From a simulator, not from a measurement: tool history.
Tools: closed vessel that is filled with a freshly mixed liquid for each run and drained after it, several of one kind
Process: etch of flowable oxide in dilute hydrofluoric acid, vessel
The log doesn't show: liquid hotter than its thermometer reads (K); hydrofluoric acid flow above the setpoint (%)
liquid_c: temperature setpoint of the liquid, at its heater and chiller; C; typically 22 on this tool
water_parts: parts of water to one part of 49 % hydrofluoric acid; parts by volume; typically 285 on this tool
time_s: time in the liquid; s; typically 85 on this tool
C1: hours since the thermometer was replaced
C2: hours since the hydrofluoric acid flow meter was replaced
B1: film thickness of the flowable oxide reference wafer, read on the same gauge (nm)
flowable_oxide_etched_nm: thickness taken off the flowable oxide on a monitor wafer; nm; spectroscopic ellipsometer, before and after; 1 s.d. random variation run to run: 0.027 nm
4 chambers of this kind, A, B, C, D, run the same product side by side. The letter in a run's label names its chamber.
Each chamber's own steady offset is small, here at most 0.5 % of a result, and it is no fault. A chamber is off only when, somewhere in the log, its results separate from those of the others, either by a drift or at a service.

run 1B day=0.271 | liquid_c=22 water_parts=285 time_s=85 | C1=1868.9 C2=467.6 | B1=40.013 | flowable_oxide_etched_nm=6.9659
run 2A day=0.538 | liquid_c=22 water_parts=285 time_s=85 | C1=2051.4 C2=1889.1 | B1=39.985 | flowable_oxide_etched_nm=6.9872
run 3D day=0.854 | liquid_c=22 water_parts=285 time_s=85 | C1=2016.6 C2=474.8 | B1=39.985 | flowable_oxide_etched_nm=6.9529
run 4C day=1.158 | liquid_c=22 water_parts=285 time_s=85 | C1=2088.9 C2=707.0 | B1=39.972 | flowable_oxide_etched_nm=6.9674
run 5A day=1.308 | liquid_c=20 water_parts=285 time_s=85 | C1=2069.9 C2=1907.6 | B1=39.974 | flowable_oxide_etched_nm=6.4711
run 6C day=1.496 | liquid_c=20 water_parts=285 time_s=85 | C1=2097.0 C2=715.1 | B1=40.004 | flowable_oxide_etched_nm=6.4883
run 7B day=1.825 | liquid_c=20 water_parts=285 time_s=85 | C1=1906.2 C2=504.9 | B1=39.986 | flowable_oxide_etched_nm=6.4958
run 8D day=2.029 | liquid_c=20 water_parts=285 time_s=85 | C1=2044.8 C2=503.0 | B1=40.000 | flowable_oxide_etched_nm=6.4139
run 9A day=2.217 | liquid_c=22 water_parts=285 time_s=85 | C1=2091.7 C2=1929.4 | B1=40.037 | flowable_oxide_etched_nm=6.9930
run 10D day=2.467 | liquid_c=22 water_parts=285 time_s=45 | C1=2055.3 C2=513.5 | B1=39.967 | flowable_oxide_etched_nm=3.6828
run 11B day=2.679 | liquid_c=22 water_parts=285 time_s=45 | C1=1926.7 C2=525.4 | B1=40.026 | flowable_oxide_etched_nm=3.7039
run 12C day=2.992 | liquid_c=22 water_parts=285 time_s=45 | C1=2132.9 C2=751.0 | B1=40.010 | flowable_oxide_etched_nm=3.6558
run 13B day=3.204 | liquid_c=22 water_parts=285 time_s=45 | C1=1939.3 C2=538.0 | B1=40.023 | flowable_oxide_etched_nm=3.6890
run 14D day=3.388 | liquid_c=22 water_parts=285 time_s=85 | C1=2077.4 C2=535.6 | B1=40.024 | flowable_oxide_etched_nm=6.9500
run 15C day=3.558 | liquid_c=22 water_parts=285 time_s=85 | C1=2146.5 C2=764.6 | B1=40.019 | flowable_oxide_etched_nm=6.9366
run 16A day=3.850 | liquid_c=22 water_parts=285 time_s=85 | C1=2130.9 C2=1968.6 | B1=39.993 | flowable_oxide_etched_nm=6.9624
run 17C day=4.133 | liquid_c=22 water_parts=285 time_s=85 | C1=2160.3 C2=778.4 | B1=39.985 | flowable_oxide_etched_nm=6.9561
run 18D day=4.362 | liquid_c=22 water_parts=285 time_s=85 | C1=2100.8 C2=559.0 | B1=39.965 | flowable_oxide_etched_nm=6.9012
run 19A day=4.638 | liquid_c=25 water_parts=285 time_s=55 | C1=2149.8 C2=1987.5 | B1=39.991 | flowable_oxide_etched_nm=4.9869
-- day=4.721 chamber A: hydrofluoric acid flow meter replaced
run 20B day=4.938 | liquid_c=25 water_parts=285 time_s=55 | C1=1980.9 C2=579.6 | B1=39.994 | flowable_oxide_etched_nm=5.0314
run 21D day=5.133 | liquid_c=25 water_parts=285 time_s=55 | C1=2119.3 C2=577.5 | B1=39.996 | flowable_oxide_etched_nm=5.0132
run 22C day=5.338 | liquid_c=25 water_parts=285 time_s=55 | C1=2189.2 C2=807.3 | B1=40.007 | flowable_oxide_etched_nm=4.9741
run 23A day=5.600 | liquid_c=22 water_parts=285 time_s=85 | C1=2172.9 C2=21.2 | B1=40.016 | flowable_oxide_etched_nm=6.9696
run 24B day=5.854 | liquid_c=22 water_parts=285 time_s=85 | C1=2002.9 C2=601.6 | B1=39.973 | flowable_oxide_etched_nm=6.9944
run 25C day=6.017 | liquid_c=22 water_parts=285 time_s=85 | C1=2205.5 C2=823.6 | B1=39.989 | flowable_oxide_etched_nm=6.9510
run 26B day=6.283 | liquid_c=22 water_parts=285 time_s=85 | C1=2013.2 C2=611.9 | B1=40.010 | flowable_oxide_etched_nm=7.0635
run 27D day=6.542 | liquid_c=22 water_parts=285 time_s=85 | C1=2153.1 C2=611.3 | B1=39.975 | flowable_oxide_etched_nm=6.9360

Predict what each chamber gives when all 4 of them run the settings below next.
run 28A day=6.783 | liquid_c=22 water_parts=285 time_s=110 | flowable_oxide_etched_nm=?
run 28B day=6.783 | liquid_c=22 water_parts=285 time_s=110 | flowable_oxide_etched_nm=?
run 28C day=6.783 | liquid_c=22 water_parts=285 time_s=110 | flowable_oxide_etched_nm=?
run 28D day=6.783 | liquid_c=22 water_parts=285 time_s=110 | flowable_oxide_etched_nm=?

run=28A flowable_oxide_etched_nm=8.9405
run=28B flowable_oxide_etched_nm=9.0470
run=28C flowable_oxide_etched_nm=8.9702
run=28D flowable_oxide_etched_nm=8.9899
